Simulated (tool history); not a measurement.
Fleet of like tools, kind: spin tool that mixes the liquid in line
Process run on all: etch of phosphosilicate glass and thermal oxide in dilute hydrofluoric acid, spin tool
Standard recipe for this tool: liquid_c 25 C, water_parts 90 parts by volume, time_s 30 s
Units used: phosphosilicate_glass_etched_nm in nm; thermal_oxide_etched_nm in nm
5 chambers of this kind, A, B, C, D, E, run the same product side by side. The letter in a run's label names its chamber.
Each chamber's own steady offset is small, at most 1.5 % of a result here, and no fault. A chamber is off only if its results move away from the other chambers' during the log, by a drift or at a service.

| run | hour | liquid_c | water_parts | time_s | read-back film thickness of the phosphosilicate glass reference wafer, read on the same gauge (nm) | read-back film thickness of the thermal oxide reference wafer, read on the same gauge (nm) | phosphosilicate_glass_etched_nm | thermal_oxide_etched_nm |
|---|---|---|---|---|---|---|---|---|
| 1D | 6.9 | 25 | 90 | 30 | 90.008 | 50.011 | 23.403 | 1.6303 |
| 2E | 16.1 | 25 | 90 | 30 | 89.989 | 50.004 | 23.446 | 1.5886 |
| 3A | 25.9 | 25 | 90 | 30 | 89.979 | 49.984 | 23.239 | 1.633 |
| 4B | 34.2 | 25 | 90 | 30 | 90.022 | 50.004 | 23.338 | 1.6717 |
| 5C | 43.8 | 25 | 90 | 30 | 89.997 | 49.988 | 23.701 | 1.6186 |
| 6E | 49.5 | 25 | 90 | 30 | 90.025 | 49.966 | 23.483 | 1.6788 |
| 7A | 55.7 | 25 | 90 | 30 | 89.989 | 49.995 | 23.001 | 1.6976 |
| 8D | 62.9 | 25 | 90 | 30 | 90.007 | 49.978 | 23.14 | 1.6072 |
| 9B | 71.5 | 25 | 90 | 30 | 89.997 | 50.005 | 23.557 | 1.6186 |
| 10C | 76.5 | 25 | 90 | 30 | 89.998 | 50.004 | 23.768 | 1.6941 |
|  | 83.2 | chamber D: hydrofluoric acid flow meter replaced |
| 11B | 85.2 | 25 | 90 | 30 | 90 | 50.002 | 23.26 | 1.6307 |
| 12A | 95.5 | 25 | 90 | 30 | 90.018 | 50.001 | 23.15 | 1.7033 |
| 13E | 102.4 | 25 | 90 | 30 | 89.986 | 49.987 | 23.793 | 1.6348 |
| 14D | 110.5 | 25 | 90 | 30 | 90.048 | 50.028 | 23.243 | 1.7073 |
| 15C | 115.4 | 25 | 90 | 30 | 90.06 | 50.031 | 23.901 | 1.6177 |
| 16E | 125.2 | 25 | 90 | 30 | 90.013 | 49.945 | 23.625 | 1.722 |
| 17C | 131.2 | 25 | 90 | 30 | 90.02 | 49.991 | 23.748 | 1.5905 |
| 18A | 140.1 | 25 | 90 | 30 | 90.004 | 50.006 | 23.266 | 1.6684 |
| 19D | 146.2 | 25 | 90 | 30 | 89.972 | 50.015 | 23.072 | 1.6248 |
| 20B | 152.5 | 25 | 90 | 30 | 90.002 | 49.972 | 23.546 | 1.6698 |
| 21B | 162.9 | 25 | 90 | 30 | 90.022 | 50.027 | 23.35 | 1.6677 |
|  | 169.1 | chamber A: thermometer replaced |
| 22C | 170.3 | 25 | 90 | 30 | 90.011 | 50.018 | 23.616 | 1.6612 |
| 23A | 179.7 | 25 | 90 | 30 | 89.969 | 49.989 | 23.091 | 1.6952 |
| 24D | 189.3 | 25 | 90 | 30 | 90.036 | 49.959 | 23.306 | 1.6142 |
| 25E | 196.1 | 25 | 90 | 30 | 89.997 | 49.997 | 23.465 | 1.6709 |
|  | 197.3 | chamber C: thermometer replaced |
| 26C | 201 | 25 | 65 | 30 | 89.992 | 50.002 | 33.488 | 2.3595 |
| 27A | 206.9 | 25 | 65 | 30 | 90.005 | 49.961 | 32.971 | 2.3873 |
| 28B | 212.1 | 25 | 65 | 30 | 90.002 | 49.998 | 32.886 | 2.3065 |
|  | 218.6 | chamber D: thermometer replaced |
| 29D | 222.4 | 25 | 65 | 30 | 90.045 | 49.949 | 33.541 | 2.4403 |
| 30E | 229.4 | 25 | 65 | 30 | 89.983 | 50 | 33.601 | 2.3792 |
| 31B | 234.2 | 25 | 50 | 30 | 90.021 | 49.98 | 43.79 | 3.1297 |
| 32D | 242.1 | 25 | 50 | 30 | 90.005 | 49.983 | 44.926 | 3.2699 |
| 33E | 246.8 | 25 | 50 | 30 | 89.995 | 49.969 | 44.156 | 3.1107 |
| 34C | 252.3 | 25 | 50 | 30 | 89.973 | 49.972 | 44.345 | 3.0197 |
| 35A | 259 | 25 | 50 | 30 | 89.98 | 49.978 | 43.718 | 3.0715 |
| 36A | 267 | 25 | 90 | 30 | 90.036 | 49.988 | 23.256 | 1.6488 |
| 37C | 276.9 | 25 | 90 | 30 | 90.035 | 49.96 | 23.388 | 1.7153 |
| 38E | 283.5 | 25 | 90 | 30 | 89.958 | 50.02 | 23.289 | 1.6908 |
|  | 284.1 | chamber B: thermometer replaced |
| 39D | 292.5 | 25 | 90 | 30 | 90.006 | 50.018 | 23.244 | 1.6122 |
| 40B | 302.1 | 25 | 90 | 30 | 90.011 | 50.009 | 23.301 | 1.7064 |
| 41D | 310.9 | 25 | 90 | 30 | 90.02 | 49.991 | 23.143 | 1.6518 |
|  | 312.3 | chamber E: hydrofluoric acid flow meter replaced |
| 42A | 319.5 | 25 | 90 | 30 | 90.004 | 49.995 | 23.271 | 1.6216 |
| 43E | 325.3 | 25 | 90 | 30 | 89.99 | 50.003 | 23.5 | 1.6913 |

Which is it: a chamber that has drifted or been left off by a service, a gauge drift common to all chambers, or only each chamber's usual small offset? If a chamber is off, name it and its likeliest cause.

No chamber stands off beyond its own small offset, and the gauge holds steady.
